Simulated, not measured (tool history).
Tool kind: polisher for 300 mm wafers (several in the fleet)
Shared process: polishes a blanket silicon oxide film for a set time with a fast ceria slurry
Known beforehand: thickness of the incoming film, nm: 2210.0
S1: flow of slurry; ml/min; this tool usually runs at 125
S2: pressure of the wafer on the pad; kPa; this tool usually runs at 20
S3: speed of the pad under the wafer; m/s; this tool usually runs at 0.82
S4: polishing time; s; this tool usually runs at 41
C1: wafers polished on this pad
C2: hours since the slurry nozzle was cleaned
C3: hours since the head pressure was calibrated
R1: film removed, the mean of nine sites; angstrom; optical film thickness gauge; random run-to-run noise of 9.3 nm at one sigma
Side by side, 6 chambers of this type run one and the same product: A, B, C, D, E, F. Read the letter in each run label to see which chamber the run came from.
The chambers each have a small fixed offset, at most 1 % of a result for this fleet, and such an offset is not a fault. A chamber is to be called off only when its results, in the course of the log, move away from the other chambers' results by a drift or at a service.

| run | hour | S1 | S2 | S3 | S4 | C1 | C2 | C3 | R1 |
|---|---|---|---|---|---|---|---|---|---|
| 1A | 8.9 | 125 | 20 | 0.82 | 41 | 110 | 17.1 | 650.3 | 6800 |
| 2D | 14.1 | 125 | 20 | 0.82 | 41 | 324 | 586.3 | 727.6 | 6675.2 |
| 3B | 22.1 | 125 | 20 | 0.82 | 41 | 462 | 456.8 | 545.3 | 6555 |
| 4C | 28.4 | 125 | 20 | 0.82 | 41 | 556 | 672 | 141.3 | 6533.2 |
|  | 30.1 | chamber F: worn pad replaced by a new one |
| 5E | 33.7 | 125 | 20 | 0.82 | 41 | 929 | 424.1 | 161.2 | 6740.5 |
| 6F | 38.7 | 125 | 20 | 0.82 | 41 | 78 | 560.3 | 159.8 | 6762 |
|  | 39.4 | chamber E: worn pad replaced by a new one |
|  | 42.3 | chamber F: slurry nozzle cleaned |
| 7F | 43.3 | 125 | 20 | 0.82 | 41 | 120 | 1 | 164.4 | 6645.7 |
| 8E | 49.4 | 125 | 20 | 0.82 | 41 | 92 | 439.8 | 176.9 | 6464.4 |
|  | 55.2 | chamber A: worn pad replaced by a new one |
| 9C | 56.7 | 125 | 20 | 0.64 | 41 | 814 | 700.3 | 169.6 | 5175.4 |
|  | 58.5 | chamber D: worn pad replaced by a new one |
| 10B | 61.7 | 125 | 20 | 0.64 | 41 | 823 | 496.4 | 584.9 | 5262.2 |
|  | 65.9 | chamber E: slurry nozzle cleaned |
| 11D | 70.2 | 125 | 20 | 0.64 | 41 | 107 | 642.4 | 783.7 | 5297.2 |
| 12A | 76.8 | 125 | 20 | 0.64 | 41 | 197 | 85 | 718.2 | 5315.3 |
| 13F | 81.2 | 125 | 20 | 0.64 | 41 | 466 | 38.9 | 202.3 | 5234.4 |
|  | 83.8 | chamber C: worn pad replaced by a new one |
| 14E | 88.7 | 125 | 20 | 0.64 | 41 | 450 | 22.8 | 216.2 | 5291.7 |
|  | 90.5 | chamber B: worn pad replaced by a new one |
| 15A | 94.2 | 125 | 20 | 0.82 | 41 | 356 | 102.4 | 735.6 | 6580.1 |
| 16C | 103.2 | 125 | 20 | 0.82 | 41 | 177 | 746.8 | 216.1 | 6585.3 |
| 17B | 109.4 | 125 | 20 | 0.82 | 41 | 172 | 544.1 | 632.6 | 6866.1 |
|  | 111.2 | chamber A: worn pad replaced by a new one |
| 18D | 116.8 | 125 | 20 | 0.82 | 41 | 532 | 689 | 830.3 | 6634.8 |
| 19F | 121.2 | 125 | 20 | 0.82 | 41 | 831 | 78.9 | 242.3 | 6583.9 |
|  | 122.1 | chamber D: worn pad replaced by a new one |
| 20D | 126.7 | 160 | 20 | 0.82 | 41 | 42 | 698.9 | 840.2 | 6954.7 |
|  | 128 | chamber F: worn pad replaced by a new one |
|  | 130.9 | chamber D: slurry nozzle cleaned |
| 21B | 132.8 | 160 | 20 | 0.82 | 41 | 385 | 567.5 | 656 | 6814.4 |
| 22C | 140.1 | 160 | 20 | 0.82 | 41 | 514 | 783.7 | 253 | 6869.5 |
|  | 142 | chamber C: slurry nozzle cleaned |
| 23A | 144.5 | 160 | 20 | 0.82 | 41 | 304 | 152.7 | 785.9 | 6812.2 |
| 24E | 152 | 160 | 20 | 0.82 | 41 | 1027 | 86.1 | 279.5 | 7091.5 |
|  | 154.8 | chamber E: worn pad replaced by a new one |
| 25A | 158.7 | 160 | 20 | 0.82 | 41 | 433 | 166.9 | 800.1 | 6842.6 |
| 26C | 166.8 | 95 | 20 | 0.82 | 53 | 757 | 24.8 | 279.7 | 8072 |
| 27B | 172.1 | 95 | 20 | 0.82 | 53 | 744 | 606.8 | 695.3 | 8117.2 |
|  | 173.9 | chamber A: worn pad replaced by a new one |
| 28F | 179 | 95 | 20 | 0.82 | 53 | 465 | 136.7 | 300.1 | 8046.7 |
| 29D | 184.9 | 95 | 20 | 0.82 | 53 | 573 | 54.1 | 898.4 | 8101.6 |
|  | 186.3 | chamber C: worn pad replaced by a new one |
|  | 187.3 | chamber D: head pressure recalibrated |
|  | 192.1 | chamber D: worn pad replaced by a new one |
| 30E | 193.5 | 95 | 20 | 0.82 | 53 | 353 | 127.6 | 321 | 8219 |
| 31B | 198.3 | 95 | 20 | 0.82 | 53 | 983 | 633 | 721.5 | 8197.4 |
| 32E | 204.1 | 125 | 20 | 0.82 | 41 | 450 | 138.2 | 331.6 | 6726.6 |
| 33F | 211.4 | 125 | 20 | 0.82 | 41 | 760 | 169.1 | 332.5 | 6636.3 |
| 34D | 216.2 | 125 | 20 | 0.82 | 41 | 220 | 85.4 | 28.9 | 6656.3 |
| 35C | 224.4 | 125 | 20 | 0.82 | 41 | 348 | 82.4 | 337.3 | 6508 |
| 36A | 228.8 | 125 | 20 | 0.82 | 41 | 501 | 237 | 870.2 | 6674.8 |
|  | 234 | chamber F: worn pad replaced by a new one |
| 37F | 237.3 | 125 | 20 | 0.82 | 41 | 30 | 195 | 358.4 | 6737.9 |

All chambers now run identical settings, listed one chamber a line with results as question marks. What results will each chamber show?
| 38A | 243.8 | 155 | 20 | 0.82 | 41 |  |  |  | ? |
| 38B | 243.8 | 155 | 20 | 0.82 | 41 |  |  |  | ? |
| 38C | 243.8 | 155 | 20 | 0.82 | 41 |  |  |  | ? |
| 38D | 243.8 | 155 | 20 | 0.82 | 41 |  |  |  | ? |
| 38E | 243.8 | 155 | 20 | 0.82 | 41 |  |  |  | ? |
| 38F | 243.8 | 155 | 20 | 0.82 | 41 |  |  |  | ? |

| run | R1 |
|---|---|
| 38A | 6797 |
| 38B | 6983 |
| 38C | 6906.6 |
| 38D | 7015.2 |
| 38E | 7112.3 |
| 38F | 7034.4 |
